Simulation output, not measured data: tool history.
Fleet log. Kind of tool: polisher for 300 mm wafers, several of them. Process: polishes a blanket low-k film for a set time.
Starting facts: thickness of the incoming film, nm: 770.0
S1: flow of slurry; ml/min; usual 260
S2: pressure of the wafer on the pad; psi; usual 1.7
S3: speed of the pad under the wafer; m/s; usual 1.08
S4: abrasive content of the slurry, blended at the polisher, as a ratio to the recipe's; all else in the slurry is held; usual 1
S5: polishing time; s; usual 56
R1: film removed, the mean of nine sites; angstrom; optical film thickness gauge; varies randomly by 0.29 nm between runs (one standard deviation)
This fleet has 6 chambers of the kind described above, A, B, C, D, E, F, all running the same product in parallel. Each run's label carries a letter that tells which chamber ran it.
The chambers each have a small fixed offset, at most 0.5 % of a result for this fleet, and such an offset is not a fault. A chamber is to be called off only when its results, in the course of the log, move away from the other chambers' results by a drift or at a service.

-- hour=1.8 chamber F: conditioning disc replaced and pad reconditioned
run 1A hour=5.6 | S1=260 S2=1.7 S3=1.08 S4=1 S5=56 | R1=229.27
run 2F hour=12.4 | S1=260 S2=1.7 S3=1.08 S4=1 S5=56 | R1=233.58
run 3C hour=20 | S1=260 S2=1.7 S3=1.08 S4=1 S5=56 | R1=232.86
-- hour=22.4 chamber E: head pressure recalibrated
-- hour=24.3 chamber C: slurry nozzle cleaned
-- hour=24.9 chamber B: worn pad replaced by a new one
-- hour=25.1 chamber E: worn pad replaced by a new one
-- hour=27.3 chamber A: conditioning disc replaced and pad reconditioned
run 4E hour=27.6 | S1=260 S2=1.7 S3=1.08 S4=1 S5=56 | R1=237.35
-- hour=30.5 chamber C: worn pad replaced by a new one
run 5D hour=36 | S1=260 S2=1.7 S3=1.08 S4=1 S5=56 | R1=238.49
-- hour=36.2 chamber F: slurry blender recalibrated
-- hour=41.2 chamber A: worn pad replaced by a new one
-- hour=44.7 chamber E: slurry blender recalibrated
run 6B hour=45.5 | S1=260 S2=1.7 S3=1.08 S4=1 S5=56 | R1=235.35
-- hour=46 chamber F: worn pad replaced by a new one
-- hour=57.6 chamber E: conditioning disc replaced and pad reconditioned
run 7C hour=57.8 | S1=260 S2=1.7 S3=1.08 S4=1 S5=56 | R1=234.24
run 8D hour=63.3 | S1=260 S2=2.1 S3=0.96 S4=1 S5=56 | R1=267.33
run 9E hour=70.9 | S1=260 S2=2.1 S3=0.96 S4=1 S5=56 | R1=267.46
-- hour=71 chamber B: slurry nozzle cleaned
-- hour=73.6 chamber D: worn pad replaced by a new one
run 10F hour=79.4 | S1=260 S2=2.1 S3=0.96 S4=1 S5=56 | R1=264.76
-- hour=83.3 chamber C: slurry blender recalibrated
-- hour=88.7 chamber E: worn pad replaced by a new one
run 11A hour=91 | S1=260 S2=2.1 S3=0.96 S4=1 S5=56 | R1=257.63
-- hour=93.2 chamber B: worn pad replaced by a new one
-- hour=95.3 chamber C: worn pad replaced by a new one
run 12B hour=102.6 | S1=260 S2=2.1 S3=0.96 S4=1 S5=56 | R1=263.96
-- hour=106.4 chamber A: slurry blender recalibrated
-- hour=106.4 chamber F: conditioning disc replaced and pad reconditioned
run 13B hour=111.5 | S1=260 S2=2.1 S3=0.96 S4=1 S5=56 | R1=263.18
-- hour=113.1 chamber D: slurry blender recalibrated
run 14A hour=117.7 | S1=260 S2=1.7 S3=1.08 S4=1 S5=56 | R1=232.48
-- hour=118.3 chamber A: worn pad replaced by a new one
run 15E hour=129.2 | S1=260 S2=1.7 S3=1.08 S4=1 S5=56 | R1=237.66
-- hour=137.2 chamber F: worn pad replaced by a new one
run 16F hour=141.7 | S1=260 S2=1.7 S3=1.08 S4=1 S5=56 | R1=231.91
-- hour=143.7 chamber C: conditioning disc replaced and pad reconditioned
-- hour=145.2 chamber D: worn pad replaced by a new one
run 17D hour=147.4 | S1=260 S2=1.7 S3=1.08 S4=1.2 S5=56 | R1=257.58
-- hour=151.4 chamber E: worn pad replaced by a new one
-- hour=154.5 chamber B: worn pad replaced by a new one
run 18C hour=157.5 | S1=260 S2=1.7 S3=1.08 S4=1.2 S5=56 | R1=252.98
-- hour=162.5 chamber A: conditioning disc replaced and pad reconditioned
-- hour=166.2 chamber C: worn pad replaced by a new one
run 19B hour=167.7 | S1=260 S2=1.7 S3=1.08 S4=1.2 S5=56 | R1=256.63
-- hour=169.9 chamber F: head pressure recalibrated
-- hour=175.3 chamber B: conditioning disc replaced and pad reconditioned
run 20C hour=177.4 | S1=260 S2=1.7 S3=1.08 S4=1.2 S5=56 | R1=254.48
run 21D hour=188.4 | S1=260 S2=1.7 S3=1.08 S4=1.2 S5=56 | R1=253.25
run 22F hour=195.4 | S1=260 S2=1.7 S3=1.08 S4=1.2 S5=56 | R1=225.96
-- hour=199.6 chamber E: conditioning disc replaced and pad reconditioned
-- hour=206 chamber D: worn pad replaced by a new one
run 23A hour=207.7 | S1=260 S2=1.7 S3=1.08 S4=1 S5=56 | R1=235.85
-- hour=207.9 chamber A: worn pad replaced by a new one
-- hour=212.9 chamber E: worn pad replaced by a new one
-- hour=213.9 chamber F: conditioning disc replaced and pad reconditioned
run 24E hour=215 | S1=260 S2=1.7 S3=1.08 S4=1 S5=56 | R1=235.75
-- hour=215.9 chamber F: worn pad replaced by a new one
-- hour=218.5 chamber B: worn pad replaced by a new one
run 25C hour=222.4 | S1=260 S2=1.7 S3=1.08 S4=1 S5=56 | R1=235.71
run 26E hour=230.7 | S1=260 S2=1.7 S3=1.08 S4=1 S5=56 | R1=236.55
-- hour=233.4 chamber C: worn pad replaced by a new one
run 27B hour=236.8 | S1=260 S2=1.7 S3=1.08 S4=1 S5=56 | R1=235.54
-- hour=237.3 chamber C: slurry nozzle cleaned
run 28A hour=245.7 | S1=260 S2=1.7 S3=1.08 S4=1 S5=56 | R1=229.98
run 29D hour=253.4 | S1=260 S2=1.7 S3=1.08 S4=1 S5=56 | R1=233.93
run 30F hour=263.8 | S1=180 S2=1.7 S3=1.08 S4=0.85 S5=56 | R1=181.3
-- hour=267.3 chamber D: worn pad replaced by a new one
-- hour=267.6 chamber F: slurry blender recalibrated
run 31B hour=272.8 | S1=180 S2=1.7 S3=1.08 S4=0.85 S5=56 | R1=208.56
-- hour=278.2 chamber A: slurry blender recalibrated
run 32D hour=281.9 | S1=180 S2=1.7 S3=1.08 S4=0.85 S5=56 | R1=209.21
-- hour=282 chamber E: slurry nozzle cleaned
-- hour=283.7 chamber E: worn pad replaced by a new one
run 33A hour=292.5 | S1=180 S2=1.7 S3=1.08 S4=0.85 S5=56 | R1=204.62
-- hour=292.8 chamber C: worn pad replaced by a new one
-- hour=294 chamber F: worn pad replaced by a new one
-- hour=298.3 chamber D: conditioning disc replaced and pad reconditioned
run 34F hour=299.6 | S1=180 S2=1.7 S3=1.08 S4=0.85 S5=56 | R1=185.67
run 35C hour=308.6 | S1=180 S2=1.7 S3=1.08 S4=0.85 S5=56 | R1=205.97
run 36E hour=317 | S1=260 S2=1.7 S3=1.08 S4=1 S5=56 | R1=231.5
run 37E hour=324.9 | S1=260 S2=1.7 S3=1.08 S4=1 S5=56 | R1=238.33
-- hour=333.1 chamber D: worn pad replaced by a new one
run 38D hour=333.5 | S1=260 S2=2 S3=1.08 S4=1 S5=56 | R1=274.29

All chambers now run identical settings, listed one chamber a line with results as question marks. What results will each chamber show?
run 39A hour=342.6 | S1=260 S2=1.7 S3=1.08 S4=1.15 S5=56 | R1=?
run 39B hour=342.6 | S1=260 S2=1.7 S3=1.08 S4=1.15 S5=56 | R1=?
run 39C hour=342.6 | S1=260 S2=1.7 S3=1.08 S4=1.15 S5=56 | R1=?
run 39D hour=342.6 | S1=260 S2=1.7 S3=1.08 S4=1.15 S5=56 | R1=?
run 39E hour=342.6 | S1=260 S2=1.7 S3=1.08 S4=1.15 S5=56 | R1=?
run 39F hour=342.6 | S1=260 S2=1.7 S3=1.08 S4=1.15 S5=56 | R1=?

run=39A R1=253.83
run=39B R1=250.32
run=39C R1=248.68
run=39D R1=252
run=39E R1=255.51
run=39F R1=222.97
